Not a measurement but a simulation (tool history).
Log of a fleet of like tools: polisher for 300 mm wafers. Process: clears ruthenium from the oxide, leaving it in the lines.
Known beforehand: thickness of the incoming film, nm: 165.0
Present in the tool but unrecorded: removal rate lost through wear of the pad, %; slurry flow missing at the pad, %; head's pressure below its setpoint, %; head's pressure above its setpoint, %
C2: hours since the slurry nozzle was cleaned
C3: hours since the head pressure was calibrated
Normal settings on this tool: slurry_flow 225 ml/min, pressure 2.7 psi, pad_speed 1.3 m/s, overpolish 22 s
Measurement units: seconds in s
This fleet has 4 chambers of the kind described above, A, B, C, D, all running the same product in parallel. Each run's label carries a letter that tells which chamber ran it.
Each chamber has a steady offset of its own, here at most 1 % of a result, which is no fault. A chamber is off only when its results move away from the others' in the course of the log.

run 1A hour=4.7 | slurry_flow=225 pressure=2.7 pad_speed=1.3 overpolish=22 | wafers_polished_on_this_pad=416 C2=466.7 C3=91.8 | seconds=71.721
-- hour=7.2 chamber B: head pressure recalibrated
run 2C hour=10.1 | slurry_flow=225 pressure=2.7 pad_speed=1.3 overpolish=22 | wafers_polished_on_this_pad=271 C2=180 C3=671.6 | seconds=75.06
run 3D hour=14.6 | slurry_flow=225 pressure=2.7 pad_speed=1.3 overpolish=22 | wafers_polished_on_this_pad=194 C2=471.3 C3=46.2 | seconds=71.33
run 4B hour=18.8 | slurry_flow=225 pressure=2.7 pad_speed=1.3 overpolish=22 | wafers_polished_on_this_pad=769 C2=45.6 C3=11.6 | seconds=72.287
run 5A hour=23.8 | slurry_flow=225 pressure=2.7 pad_speed=1.3 overpolish=22 | wafers_polished_on_this_pad=555 C2=485.8 C3=110.9 | seconds=71.377
run 6D hour=30.7 | slurry_flow=225 pressure=2.7 pad_speed=1.3 overpolish=22 | wafers_polished_on_this_pad=311 C2=487.4 C3=62.3 | seconds=72.7
run 7C hour=35.9 | slurry_flow=225 pressure=2.7 pad_speed=1.3 overpolish=22 | wafers_polished_on_this_pad=459 C2=205.8 C3=697.4 | seconds=72.64
run 8B hour=40.4 | slurry_flow=225 pressure=3.5 pad_speed=1.3 overpolish=22 | wafers_polished_on_this_pad=927 C2=67.2 C3=33.2 | seconds=55.028
run 9A hour=45.9 | slurry_flow=225 pressure=3.5 pad_speed=1.3 overpolish=22 | wafers_polished_on_this_pad=717 C2=507.9 C3=133 | seconds=55.812
run 10B hour=54.6 | slurry_flow=225 pressure=3.5 pad_speed=1.3 overpolish=22 | wafers_polished_on_this_pad=1030 C2=81.4 C3=47.4 | seconds=56.619
run 11C hour=60.6 | slurry_flow=225 pressure=3.5 pad_speed=1.3 overpolish=22 | wafers_polished_on_this_pad=640 C2=230.5 C3=722.1 | seconds=56.602
-- hour=61.3 chamber C: worn pad replaced by a new one
run 12D hour=66.1 | slurry_flow=225 pressure=2.7 pad_speed=1.3 overpolish=22 | wafers_polished_on_this_pad=570 C2=522.8 C3=97.7 | seconds=71.752
run 13B hour=73.2 | slurry_flow=280 pressure=2.7 pad_speed=1.3 overpolish=22 | wafers_polished_on_this_pad=1166 C2=100 C3=66 | seconds=70.511
run 14D hour=80.7 | slurry_flow=280 pressure=2.7 pad_speed=1.3 overpolish=22 | wafers_polished_on_this_pad=677 C2=537.4 C3=112.3 | seconds=69.694
-- hour=82.9 chamber D: worn pad replaced by a new one
run 15C hour=86.7 | slurry_flow=280 pressure=2.7 pad_speed=1.3 overpolish=22 | wafers_polished_on_this_pad=185 C2=256.6 C3=748.2 | seconds=69.291
-- hour=87 chamber B: worn pad replaced by a new one
run 16A hour=94.8 | slurry_flow=280 pressure=2.7 pad_speed=1.3 overpolish=22 | wafers_polished_on_this_pad=1074 C2=556.8 C3=181.9 | seconds=70.518
-- hour=99 chamber A: worn pad replaced by a new one
run 17D hour=102.4 | slurry_flow=225 pressure=2.7 pad_speed=1.3 overpolish=22 | wafers_polished_on_this_pad=143 C2=559.1 C3=134 | seconds=73.209
run 18B hour=107.7 | slurry_flow=225 pressure=2.7 pad_speed=1.3 overpolish=22 | wafers_polished_on_this_pad=151 C2=134.5 C3=100.5 | seconds=72.966
run 19C hour=113.9 | slurry_flow=225 pressure=2.7 pad_speed=1.3 overpolish=22 | wafers_polished_on_this_pad=384 C2=283.8 C3=775.4 | seconds=73.645
run 20A hour=121.5 | slurry_flow=225 pressure=2.7 pad_speed=1.3 overpolish=22 | wafers_polished_on_this_pad=164 C2=583.5 C3=208.6 | seconds=74.55
run 21A hour=129.3 | slurry_flow=225 pressure=2.7 pad_speed=1.3 overpolish=22 | wafers_polished_on_this_pad=221 C2=591.3 C3=216.4 | seconds=72.914
-- hour=129.6 chamber D: slurry nozzle cleaned
run 22B hour=135.1 | slurry_flow=225 pressure=2.7 pad_speed=1.3 overpolish=22 | wafers_polished_on_this_pad=351 C2=161.9 C3=127.9 | seconds=70.588
-- hour=141.8 chamber C: worn pad replaced by a new one
run 23D hour=144 | slurry_flow=225 pressure=2.7 pad_speed=1.3 overpolish=22 | wafers_polished_on_this_pad=447 C2=14.5 C3=175.6 | seconds=70.082
run 24C hour=151.8 | slurry_flow=225 pressure=2.7 pad_speed=1.3 overpolish=22 | wafers_polished_on_this_pad=73 C2=321.7 C3=813.3 | seconds=74.491
run 25B hour=159 | slurry_flow=225 pressure=2.7 pad_speed=1.3 overpolish=22 | wafers_polished_on_this_pad=526 C2=185.8 C3=151.8 | seconds=71.767
run 26C hour=167.7 | slurry_flow=225 pressure=2.7 pad_speed=1.3 overpolish=22 | wafers_polished_on_this_pad=189 C2=337.6 C3=829.2 | seconds=73.019
run 27D hour=174.4 | slurry_flow=225 pressure=2.7 pad_speed=1.3 overpolish=22 | wafers_polished_on_this_pad=669 C2=44.9 C3=206 | seconds=70.291
run 28A hour=179.6 | slurry_flow=255 pressure=2.7 pad_speed=1.3 overpolish=27 | wafers_polished_on_this_pad=589 C2=641.6 C3=266.7 | seconds=73.473
run 29D hour=185.2 | slurry_flow=255 pressure=2.7 pad_speed=1.3 overpolish=27 | wafers_polished_on_this_pad=747 C2=55.7 C3=216.8 | seconds=69.805
run 30B hour=189.3 | slurry_flow=255 pressure=2.7 pad_speed=1.3 overpolish=27 | wafers_polished_on_this_pad=747 C2=216.1 C3=182.1 | seconds=69.229

All chambers now run identical settings, listed one chamber a line with results as question marks. What results will each chamber show?
run 31A hour=196.1 | slurry_flow=225 pressure=3 pad_speed=1.3 overpolish=22 | seconds=?
run 31B hour=196.1 | slurry_flow=225 pressure=3 pad_speed=1.3 overpolish=22 | seconds=?
run 31C hour=196.1 | slurry_flow=225 pressure=3 pad_speed=1.3 overpolish=22 | seconds=?
run 31D hour=196.1 | slurry_flow=225 pressure=3 pad_speed=1.3 overpolish=22 | seconds=?

run=31A seconds=64.764
run=31B seconds=66.637
run=31C seconds=65.153
run=31D seconds=65.823
